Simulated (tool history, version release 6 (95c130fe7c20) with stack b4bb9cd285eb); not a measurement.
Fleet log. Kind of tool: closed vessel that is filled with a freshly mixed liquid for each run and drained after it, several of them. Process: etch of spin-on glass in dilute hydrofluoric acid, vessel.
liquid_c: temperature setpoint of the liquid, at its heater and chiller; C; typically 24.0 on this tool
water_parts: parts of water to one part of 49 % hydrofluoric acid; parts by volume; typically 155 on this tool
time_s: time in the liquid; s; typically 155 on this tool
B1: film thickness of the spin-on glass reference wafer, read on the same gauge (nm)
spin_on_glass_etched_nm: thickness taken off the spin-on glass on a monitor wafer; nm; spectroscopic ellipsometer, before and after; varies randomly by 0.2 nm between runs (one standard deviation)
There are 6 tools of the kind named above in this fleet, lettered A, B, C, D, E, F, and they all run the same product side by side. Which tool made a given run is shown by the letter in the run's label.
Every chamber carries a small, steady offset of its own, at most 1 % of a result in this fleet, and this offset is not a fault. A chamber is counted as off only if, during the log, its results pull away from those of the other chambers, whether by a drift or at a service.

Run 1F, day 0.333: usual settings; B1 30.019. Result: spin_on_glass_etched_nm 42.168 nm.
Run 2D, day 0.658: usual settings; B1 29.973. Result: spin_on_glass_etched_nm 42.220 nm.
Run 3A, day 0.942: usual settings; B1 29.983. Result: spin_on_glass_etched_nm 42.335 nm.
Run 4C, day 1.192: usual settings; B1 30.011. Result: spin_on_glass_etched_nm 42.605 nm.
Run 5E, day 1.533: usual settings; B1 30.041. Result: spin_on_glass_etched_nm 42.389 nm.
Run 6B, day 1.771: usual settings; B1 30.012. Result: spin_on_glass_etched_nm 41.806 nm.
Run 7E, day 1.958: usual settings; B1 30.020. Result: spin_on_glass_etched_nm 42.379 nm.
Run 8A, day 2.175: usual settings; B1 29.985. Result: spin_on_glass_etched_nm 42.231 nm.
Run 9C, day 2.517: usual settings; B1 30.015. Result: spin_on_glass_etched_nm 42.089 nm.
Run 10F, day 2.779: usual settings; B1 30.005. Result: spin_on_glass_etched_nm 42.325 nm.
Run 11D, day 3.071: usual settings; B1 29.966. Result: spin_on_glass_etched_nm 42.375 nm.
At day 3.108: chamber C: thermometer replaced.
Run 12B, day 3.283: usual settings; B1 30.010. Result: spin_on_glass_etched_nm 41.733 nm.
Run 13E, day 3.488: usual settings but liquid_c 19.5 C, time_s 185 s; B1 30.000. Result: spin_on_glass_etched_nm 42.553 nm.
Run 14C, day 3.788: usual settings but liquid_c 19.5 C, time_s 185 s; B1 30.009. Result: spin_on_glass_etched_nm 42.306 nm.
Run 15B, day 4.125: usual settings but liquid_c 19.5 C, time_s 185 s; B1 30.015. Result: spin_on_glass_etched_nm 41.809 nm.
Run 16D, day 4.454: usual settings but liquid_c 19.5 C, time_s 185 s; B1 29.985. Result: spin_on_glass_etched_nm 42.820 nm.
Run 17A, day 4.783: usual settings but liquid_c 19.5 C, time_s 185 s; B1 29.970. Result: spin_on_glass_etched_nm 42.304 nm.
Run 18F, day 5.042: usual settings but liquid_c 19.5 C, time_s 185 s; B1 30.010. Result: spin_on_glass_etched_nm 42.569 nm.
Run 19D, day 5.346: usual settings; B1 29.977. Result: spin_on_glass_etched_nm 42.222 nm.
Run 20A, day 5.554: usual settings; B1 29.995. Result: spin_on_glass_etched_nm 42.115 nm.
Run 21C, day 5.746: usual settings but water_parts 180 parts by volume; B1 30.015. Result: spin_on_glass_etched_nm 35.510 nm.
Run 22F, day 6.058: usual settings but water_parts 180 parts by volume; B1 29.967. Result: spin_on_glass_etched_nm 35.448 nm.
Run 23E, day 6.308: usual settings but water_parts 180 parts by volume; B1 30.013. Result: spin_on_glass_etched_nm 34.860 nm.
Run 24B, day 6.496: usual settings but water_parts 180 parts by volume; B1 29.990. Result: spin_on_glass_etched_nm 34.927 nm.
Run 25A, day 6.662: usual settings but water_parts 180 parts by volume; B1 29.998. Result: spin_on_glass_etched_nm 35.029 nm.
Run 26F, day 6.925: usual settings but water_parts 180 parts by volume; B1 30.037. Result: spin_on_glass_etched_nm 35.528 nm.
Run 27C, day 7.267: usual settings; B1 29.998. Result: spin_on_glass_etched_nm 42.082 nm.
Run 28B, day 7.504: usual settings but liquid_c 20.0 C; B1 29.984. Result: spin_on_glass_etched_nm 35.992 nm.
Run 29E, day 7.833: usual settings but liquid_c 20.0 C; B1 30.023. Result: spin_on_glass_etched_nm 35.683 nm.
Run 30D, day 7.983: usual settings but liquid_c 20.0 C; B1 30.012. Result: spin_on_glass_etched_nm 36.251 nm.
Run 31D, day 8.200: usual settings but liquid_c 20.0 C; B1 30.018. Result: spin_on_glass_etched_nm 36.201 nm.
Run 32E, day 8.471: usual settings but liquid_c 20.0 C; B1 30.017. Result: spin_on_glass_etched_nm 35.912 nm.
Run 33A, day 8.771: usual settings but liquid_c 20.0 C; B1 30.008. Result: spin_on_glass_etched_nm 36.059 nm.
Run 34B, day 9.104: usual settings but water_parts 90 parts by volume, time_s 125 s; B1 29.976. Result: spin_on_glass_etched_nm 62.982 nm.
Run 35F, day 9.383: usual settings but water_parts 90 parts by volume, time_s 125 s; B1 29.993. Result: spin_on_glass_etched_nm 63.416 nm.
Run 36C, day 9.671: usual settings but water_parts 90 parts by volume, time_s 125 s; B1 30.011. Result: spin_on_glass_etched_nm 64.072 nm.
Run 37E, day 9.917: usual settings but water_parts 90 parts by volume, time_s 125 s; B1 30.002. Result: spin_on_glass_etched_nm 64.053 nm.
Run 38B, day 10.254: usual settings but water_parts 90 parts by volume, time_s 125 s; B1 30.005. Result: spin_on_glass_etched_nm 62.530 nm.
Run 39F, day 10.408: usual settings but water_parts 90 parts by volume, time_s 125 s; B1 30.020. Result: spin_on_glass_etched_nm 63.049 nm.
Run 40A, day 10.675: usual settings; B1 30.027. Result: spin_on_glass_etched_nm 42.389 nm.
Run 41C, day 10.850: usual settings; B1 29.990. Result: spin_on_glass_etched_nm 42.232 nm.
Run 42D, day 11.167: usual settings; B1 30.023. Result: spin_on_glass_etched_nm 42.093 nm.

All chambers now run identical settings, listed one chamber a line with results as question marks. What results will each chamber show?
Run 43A, day 11.417: usual settings but water_parts 220 parts by volume. Result: spin_on_glass_etched_nm ?.
Run 43B, day 11.417: usual settings but water_parts 220 parts by volume. Result: spin_on_glass_etched_nm ?.
Run 43C, day 11.417: usual settings but water_parts 220 parts by volume. Result: spin_on_glass_etched_nm ?.
Run 43D, day 11.417: usual settings but water_parts 220 parts by volume. Result: spin_on_glass_etched_nm ?.
Run 43E, day 11.417: usual settings but water_parts 220 parts by volume. Result: spin_on_glass_etched_nm ?.
Run 43F, day 11.417: usual settings but water_parts 220 parts by volume. Result: spin_on_glass_etched_nm ?.

run  spin_on_glass_etched_nm
43A                   27.633
43B                   27.524
43C                   27.809
43D                   27.660
43E                   27.350
43F                   27.892

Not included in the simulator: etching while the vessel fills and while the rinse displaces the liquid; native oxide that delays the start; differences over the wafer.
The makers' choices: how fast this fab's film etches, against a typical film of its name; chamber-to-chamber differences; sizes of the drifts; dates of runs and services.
